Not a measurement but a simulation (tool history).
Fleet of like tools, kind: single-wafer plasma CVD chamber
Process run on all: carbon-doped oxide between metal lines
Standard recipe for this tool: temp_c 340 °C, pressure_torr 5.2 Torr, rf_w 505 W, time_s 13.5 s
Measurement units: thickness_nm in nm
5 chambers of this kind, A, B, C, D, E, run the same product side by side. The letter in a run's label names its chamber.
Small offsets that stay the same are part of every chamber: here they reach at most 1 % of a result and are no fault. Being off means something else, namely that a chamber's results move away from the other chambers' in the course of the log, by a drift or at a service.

run   hour  temp_c  pressure_torr  rf_w  time_s  read-back reference wafer on the same gauge, thickness_nm  thickness_nm
 1E    5.2     340            5.2   505    13.5                                                     87.139        71.624
 2B    9.6     340            5.2   505    13.5                                                     87.211        72.528
 3D   12.1     340            5.2   505    13.5                                                     87.156        73.139
 4A   16.7     340            5.2   505    13.5                                                     87.092        73.096
 5C   19.8     340            5.2   505    13.5                                                     87.046        73.045
 6B   23.2     340            5.2   505    13.5                                                     87.195        72.524
 7D   28.3     340            5.2   505    13.5                                                      87.16         72.45
 8E   31.5     345           6.09   505    13.5                                                      87.11        72.738
 9C   35.5     345           6.09   505    13.5                                                     87.099        73.424
10A   38.5     345           6.09   505    13.5                                                     87.107        72.992
11D     43     345           6.09   505    13.5                                                     87.153        73.277
12E   46.5     345           6.09   505    13.5                                                     87.036        72.565
13C   49.6     340            5.2   505    13.5                                                     87.096        72.454
14B   53.5     340            5.2   505    13.5                                                     86.968        72.746
15A   58.8     340            5.2   505    13.5                                                     87.133        73.042
      62.7  -- chamber D: thermocouple changed; heater temperature recalibrated
16A     64     340            5.2   505    13.5                                                     87.077        73.177
17E   68.9     340            5.2   505    13.5                                                     87.134        72.476
18B   72.2     340            5.2   505    13.5                                                     87.122        72.424
19D   76.1     340            5.2   505    13.5                                                     87.043          73.2
20C     80     345           4.45   505    13.5                                                     87.063        70.353
21D   84.6     345           4.45   505    13.5                                                     87.107        70.451
22A   89.8     345           4.45   505    13.5                                                     87.191        70.499
23B   93.8     345           4.45   505    13.5                                                     87.113        70.104
24C   96.6     345           4.45   505    13.5                                                     87.103        70.283
25E  100.8     340            5.2   505    13.5                                                     87.096         72.61
26C  105.4     340            5.2   505    13.5                                                     87.086        72.624
27D  110.6     340            5.2   505    13.5                                                     87.106         73.54
     115.8  -- chamber B: capacitance manometer re-zeroed and calibrated
28E  115.8     340            5.2   505    13.5                                                     87.071        72.802
29B  120.4     340            5.2   505    13.5                                                      87.01        72.632
30A  123.9     340            5.2   505    13.5                                                     87.125        72.726
31D  128.9     340            5.2   505    13.5                                                     87.122        73.204
32B  132.5     340            5.2   505    13.5                                                     87.005        72.451
33A  136.4     340            5.2   505    13.5                                                     87.129        73.357
34C  140.8     340            5.2   505    13.5                                                     87.159        72.469
35E    146     340            5.2   505    13.5                                                     87.121        71.731
36D  150.6     340            5.2   505    13.5                                                     87.079        72.629
37A  156.1     340            5.2   505    13.5                                                     87.111        72.576
38B    160     340            5.2   505    13.5                                                     87.095        72.599
39E  164.2     340            5.2   505    13.5                                                     87.087        72.289
40C  169.7     340            5.2   505    13.5                                                      87.08        73.115
41E  173.3     340           4.54   505    12.2                                                     87.114        63.891
42A  177.3     340           4.54   505    12.2                                                     87.177        64.915
43B  182.4     340           4.54   505    12.2                                                     87.132        64.649
44D    187     340           4.54   505    12.2                                                     87.084        64.685

For the next run the whole fleet of 5 chambers uses the same settings. Give each chamber's results:
45A  191.2     340            5.2   505    12.5                                                                        ?
45B  191.2     340            5.2   505    12.5                                                                        ?
45C  191.2     340            5.2   505    12.5                                                                        ?
45D  191.2     340            5.2   505    12.5                                                                        ?
45E  191.2     340            5.2   505    12.5                                                                        ?

run  thickness_nm
45A        67.532
45B        67.472
45C        67.299
45D        67.763
45E        67.141
